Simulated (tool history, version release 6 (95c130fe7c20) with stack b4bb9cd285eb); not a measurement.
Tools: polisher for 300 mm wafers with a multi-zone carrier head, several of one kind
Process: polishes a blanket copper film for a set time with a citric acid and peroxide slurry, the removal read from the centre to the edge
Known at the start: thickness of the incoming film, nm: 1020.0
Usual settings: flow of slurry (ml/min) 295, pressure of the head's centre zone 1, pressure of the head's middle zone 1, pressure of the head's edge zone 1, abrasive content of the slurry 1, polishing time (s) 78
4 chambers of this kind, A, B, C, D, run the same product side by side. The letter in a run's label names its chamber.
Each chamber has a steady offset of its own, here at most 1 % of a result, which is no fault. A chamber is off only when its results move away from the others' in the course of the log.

run,day,flow of slurry (ml/min),pressure of the head's centre zone,pressure of the head's middle zone,pressure of the head's edge zone,abrasive content of the slurry,polishing time (s),film removed at the wafer's centre (angstrom),film removed at mid-radius (angstrom),film removed at the wafer's edge (angstrom)
# day 0.146: chamber C: worn pad replaced by a new one
1C,0.283,295,1,1,1,1,78,1957,1975.6,1965
# day 0.412: chamber A: edge zone pressure recalibrated
2A,0.55,295,1,1,1,1,78,1948.1,1968.1,1954.8
3B,0.896,295,1,1,1,1,78,1937.7,1952.7,1945.1
4D,1.258,295,1,1,1,1,78,1992.2,1956,1967.9
5B,1.604,295,1,1,1,1,78,1978.2,1972.6,1965.3
6D,1.933,295,1,1,1,1,90,2250.5,2246,2255.5
7A,2.138,295,1,1,1,1,90,2258.5,2264.3,2252.3
# day 2.179: chamber D: worn pad replaced by a new one
8C,2.354,295,1,1,1,1,90,2255.6,2264.2,2263.9
9A,2.608,295,1,1,1,1,90,2229.8,2273.3,2255.8
10C,2.838,295,1,1,1,1,78,1938.9,1981.5,1999.6
11B,3.267,295,1,1,1,1,78,1996,1953.3,1972.2
12D,3.675,295,1,1,1,1,78,1971.5,1978.5,1962.3
13B,3.958,295,1,1,1,1,78,1962.9,1978.3,1949.4
14C,4.188,255,1.11,1,1,1,78,2171.1,1970.5,1953.3
15A,4.446,255,1.11,1,1,1,78,2131,1937.8,1925.2
16D,4.692,255,1.11,1,1,1,78,2138.8,1920.5,1947.4
# day 4.771: chamber D: worn pad replaced by a new one
# day 4.817: chamber B: worn pad replaced by a new one
# day 5: chamber A: worn pad replaced by a new one
17D,5.142,255,1.11,1,1,1,78,2145.7,1943.9,1943.3
18B,5.517,295,1,1,1,1,78,1978.5,1977.7,1948.1
19A,5.858,295,1,1,1,1,78,1961.9,1973.5,1937.6
20C,6.079,295,1,1,1,1,78,1943.2,1955.2,1985.9
21B,6.325,295,1,1,1,1,78,2008.1,1969.8,1991.4
# day 6.333: chamber C: centre zone pressure recalibrated
# day 6.354: chamber C: worn pad replaced by a new one
22D,6.65,295,1,1,1,1,78,1932.8,1967,1962.4
# day 6.833: chamber C: slurry nozzle cleaned
23A,6.862,390,1,1,1.11,1,78,1969.6,2028.1,2132.5
24C,7.308,390,1,1,1.11,1,78,1996.7,2010.8,2101.6
# day 7.646: chamber D: worn pad replaced by a new one
25A,7.738,390,1,1,1.11,1,78,1991.9,2017,2100.8
26D,7.992,390,1,1,1.11,1,78,2030,1977.8,2146
27C,8.25,295,1,1,1,1,78,1947.2,1945.1,1950.1
28B,8.608,295,1,1,0.93,1,78,2014.2,1969.6,1912.7
29A,8.908,295,1,1,0.93,1,78,1928.4,1954.5,1849.5
30B,9.283,295,1,1,0.93,1,78,2040.1,1971.7,1879.3
31C,9.5,295,1,1,0.93,1,78,1936.7,1966.6,1885.1
32D,9.767,295,1,1,1,1,78,1950.3,1961.5,1951.3
33A,10.108,295,1,1,1,1,78,1950.6,1934.6,1961.8
# day 10.329: chamber D: worn pad replaced by a new one
34B,10.554,295,1.07,0.9,1,1,78,2196.8,1762,1970.5
# day 10.588: chamber B: worn pad replaced by a new one
35D,10.912,295,1.07,0.9,1,1,78,2119.4,1804.5,1949.1
36C,11.229,295,1.07,0.9,1,1,78,2106.4,1786.1,1977.8
# day 11.45: chamber C: worn pad replaced by a new one
37A,11.475,295,1.07,0.9,1,1,78,2099.7,1778.3,1988.4
38B,11.742,295,1,1,1,1,78,2044.5,1960.1,1972.4
39C,12.079,295,1,0.92,1,0.8,78,1888.6,1744.8,1863.7
40D,12.533,295,1,0.92,1,0.8,78,1891.2,1715,1852.2
41D,12.954,295,1,0.92,1,0.8,78,1836.3,1718.7,1886.1

Next, every chamber runs the same settings. What will each give?
42A,13.279,295,1,1,1,1,78,?,?,?
42B,13.279,295,1,1,1,1,78,?,?,?
42C,13.279,295,1,1,1,1,78,?,?,?
42D,13.279,295,1,1,1,1,78,?,?,?

run,film removed at the wafer's centre (angstrom),film removed at mid-radius (angstrom),film removed at the wafer's edge (angstrom)
42A,1953.5,1930.6,1971.9
42B,2073.5,1986.9,1961.4
42C,1923.5,1986.1,1973.4
42D,1941.3,1930.4,1964.9
